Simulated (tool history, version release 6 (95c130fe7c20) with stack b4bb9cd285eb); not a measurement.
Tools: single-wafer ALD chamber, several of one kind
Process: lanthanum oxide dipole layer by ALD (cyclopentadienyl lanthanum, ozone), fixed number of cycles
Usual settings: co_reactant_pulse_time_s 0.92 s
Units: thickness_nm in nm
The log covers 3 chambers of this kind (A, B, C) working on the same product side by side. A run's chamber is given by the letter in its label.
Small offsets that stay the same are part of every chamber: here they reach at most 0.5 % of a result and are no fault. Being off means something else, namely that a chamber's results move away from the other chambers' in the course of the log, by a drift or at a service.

run	hour	co_reactant_pulse_time_s	read-back reference wafer on the same gauge, thickness_nm	thickness_nm
1C	8.9	0.92	0.48527	0.48783
2A	23.9	0.92	0.48474	0.48549
3B	38.3	0.92	0.48502	0.48914
4A	53.9	0.92	0.48534	0.48608
# hour 56.6: chamber A: thermocouple changed; heater temperature recalibrated
5B	64.1	0.92	0.48529	0.48712
6C	76.3	0.92	0.4851	0.48486
7B	91.6	0.92	0.48476	0.48897
8A	103.3	0.92	0.48492	0.48485
# hour 107.4: chamber A: ozone generator serviced
9C	113.4	0.92	0.48511	0.48678
10C	121	0.92	0.48534	0.48544
11B	130.4	0.92	0.48489	0.48734
12A	142.2	0.92	0.48502	0.48715
13A	157.7	0.92	0.48527	0.48677
14C	173.6	0.73	0.48507	0.44304
15B	189	0.73	0.48493	0.44378
16A	201.1	0.73	0.48533	0.44361
17B	211.5	0.92	0.48481	0.48716
18C	220	1.19	0.48474	0.52367
19C	229.8	1.19	0.48525	0.52163
20B	238.7	1.19	0.48487	0.52357
21A	248.8	0.92	0.48494	0.48591
22A	263.9	0.92	0.48479	0.48739
23C	278.2	0.92	0.48495	0.48586
24B	291.2	0.92	0.48489	0.48213
25B	302.4	0.92	0.48512	0.48155
26A	313.1	0.92	0.48513	0.48775
27C	328.1	0.92	0.48509	0.48686
28B	338.6	0.92	0.48494	0.47874
29A	350.8	0.65	0.48473	0.42147
30C	359.5	0.65	0.48476	0.4212
31A	367.3	0.65	0.48496	0.42131
32C	381.8	0.92	0.48467	0.48759
33B	388.8	0.92	0.48493	0.48046
34B	398.1	0.92	0.48512	0.47973
35C	407.4	0.92	0.48493	0.4858
36A	420.1	0.92	0.4853	0.48515

Which is it: a chamber that has drifted or been left off by a service, a gauge drift common to all chambers, or only each chamber's usual small offset? If a chamber is off, name it and its likeliest cause.

Little by little, chamber B moves away from the other chambers.
What lies behind it: ozone dose below that of a generator just serviced (%) = 6.85.

Here are 4 candidates for chamber B's next run, each the usual settings with a change, their results left as question marks. Which one brings its results back in line with what the others give on the usual settings?
In line means no further than this from the other chambers' mean on the usual settings: thickness_nm 0.0043 nm
37B-1	431.5	0.87		?
37B-2	431.5	1.04		?
37B-3	431.5	0.83		?
37B-4	431.5	0.97		?

Usual-settings mean across the other chambers: thickness_nm 0.48614 nm
run	thickness_nm
37B-1	0.46571
37B-2	0.4974
37B-3	0.45665
37B-4	0.48557
With 37B-4, the chamber falls back in line with the rest.
